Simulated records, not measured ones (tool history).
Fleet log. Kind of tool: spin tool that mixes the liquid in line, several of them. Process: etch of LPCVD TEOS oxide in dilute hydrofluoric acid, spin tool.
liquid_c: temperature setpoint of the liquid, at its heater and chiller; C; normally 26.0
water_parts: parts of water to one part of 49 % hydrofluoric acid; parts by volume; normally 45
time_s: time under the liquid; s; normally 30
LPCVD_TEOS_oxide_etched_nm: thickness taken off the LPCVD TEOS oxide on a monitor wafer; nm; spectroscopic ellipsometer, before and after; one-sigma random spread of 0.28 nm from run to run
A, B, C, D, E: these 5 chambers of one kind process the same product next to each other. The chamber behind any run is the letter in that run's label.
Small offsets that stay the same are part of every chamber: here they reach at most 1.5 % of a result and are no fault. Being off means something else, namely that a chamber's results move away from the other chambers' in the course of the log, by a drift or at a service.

run	hour	liquid_c	water_parts	time_s	read-back film thickness of the LPCVD TEOS oxide reference wafer, read on the same gauge (nm)	LPCVD_TEOS_oxide_etched_nm
1C	2.4	26.0	45	30	70.036	33.577
2D	6.7	26.0	45	30	69.985	33.204
3A	10.3	26.0	45	30	70.030	33.163
# hour 12.5: chamber A: hydrofluoric acid flow meter replaced
4E	13.8	26.0	45	30	70.018	32.584
# hour 14.3: chamber B: hydrofluoric acid flow meter replaced
5B	16.7	26.0	45	30	70.033	33.942
6D	19.8	26.0	45	30	70.034	33.155
7E	22.7	26.0	45	30	70.011	32.851
8C	26.7	26.0	45	30	70.016	33.093
9A	28.9	26.0	45	30	70.010	33.229
10B	32.9	26.0	45	30	69.992	33.153
11B	35.0	26.0	45	30	70.015	33.356
12D	38.5	26.0	45	30	69.992	33.608
13A	41.2	26.0	45	30	70.017	33.277
14C	44.8	26.0	55	30	70.010	27.151
15E	48.1	26.0	55	30	69.979	25.831
16A	52.0	26.0	55	30	70.039	26.940
17C	55.2	26.0	55	30	69.936	26.803
18B	57.6	26.0	55	30	69.996	26.980
19D	61.3	26.0	45	30	70.045	33.700
20E	65.2	26.0	45	30	70.013	31.973
21A	68.6	26.0	45	30	70.003	33.174
22D	72.1	27.5	30	30	69.994	54.808
23C	75.8	27.5	30	30	69.985	54.995
24B	78.1	27.5	30	30	69.985	55.008
25E	81.7	27.5	30	30	69.980	51.237
26E	86.0	27.5	30	30	69.991	51.456
27C	89.9	26.0	45	30	70.019	33.198
28A	92.5	26.0	45	30	70.029	33.628
29D	96.3	26.0	45	30	69.988	33.544
30B	99.2	26.0	45	30	70.022	33.077
31D	102.6	26.0	45	30	69.955	33.171
32A	106.1	26.0	55	30	69.971	26.887
33C	110.1	26.0	55	30	69.986	26.850
34E	112.1	26.0	55	30	70.015	24.818
35B	116.0	26.0	55	30	70.012	27.076
36E	118.2	26.0	55	30	70.008	24.799
37B	122.3	26.0	45	30	69.990	33.453
38C	124.4	26.0	45	30	69.998	33.183
39D	126.8	26.0	45	30	69.976	32.775
40A	130.9	26.0	45	30	70.030	33.212
41B	134.4	26.0	45	30	70.004	33.327

Does one chamber stand apart from the rest, does the shared gauge drift, or is all well apart from small per-chamber offsets? Give the chamber and the most likely cause, where there is one.

It is chamber E that slowly wanders off from its peers.
Likeliest cause: liquid colder than its thermometer reads (K) = 1.57.
The log might look much the same if the cause were instead: hydrofluoric acid flow below the setpoint (%).

Chamber E could run next with any of the 4 candidate recipes listed below; each alters the usual settings, and their results appear as question marks. Which one brings its results back in line with what the other chambers deliver on the usual settings?
In-line tolerance around the mean of the other chambers on the usual settings: LPCVD_TEOS_oxide_etched_nm 0.970 nm
42E-1	137.5	22.5	45	30		?
42E-2	137.5	26.0	45	35		?
42E-3	137.5	28.0	45	30		?
42E-4	137.5	24.0	45	30		?

On the usual settings, the other chambers give on average: LPCVD_TEOS_oxide_etched_nm 33.333 nm
run	LPCVD_TEOS_oxide_etched_nm
42E-1	26.470
42E-2	35.741
42E-3	33.244
42E-4	28.194
Change 42E-3 lands the chamber within the allowed miss of the other chambers.

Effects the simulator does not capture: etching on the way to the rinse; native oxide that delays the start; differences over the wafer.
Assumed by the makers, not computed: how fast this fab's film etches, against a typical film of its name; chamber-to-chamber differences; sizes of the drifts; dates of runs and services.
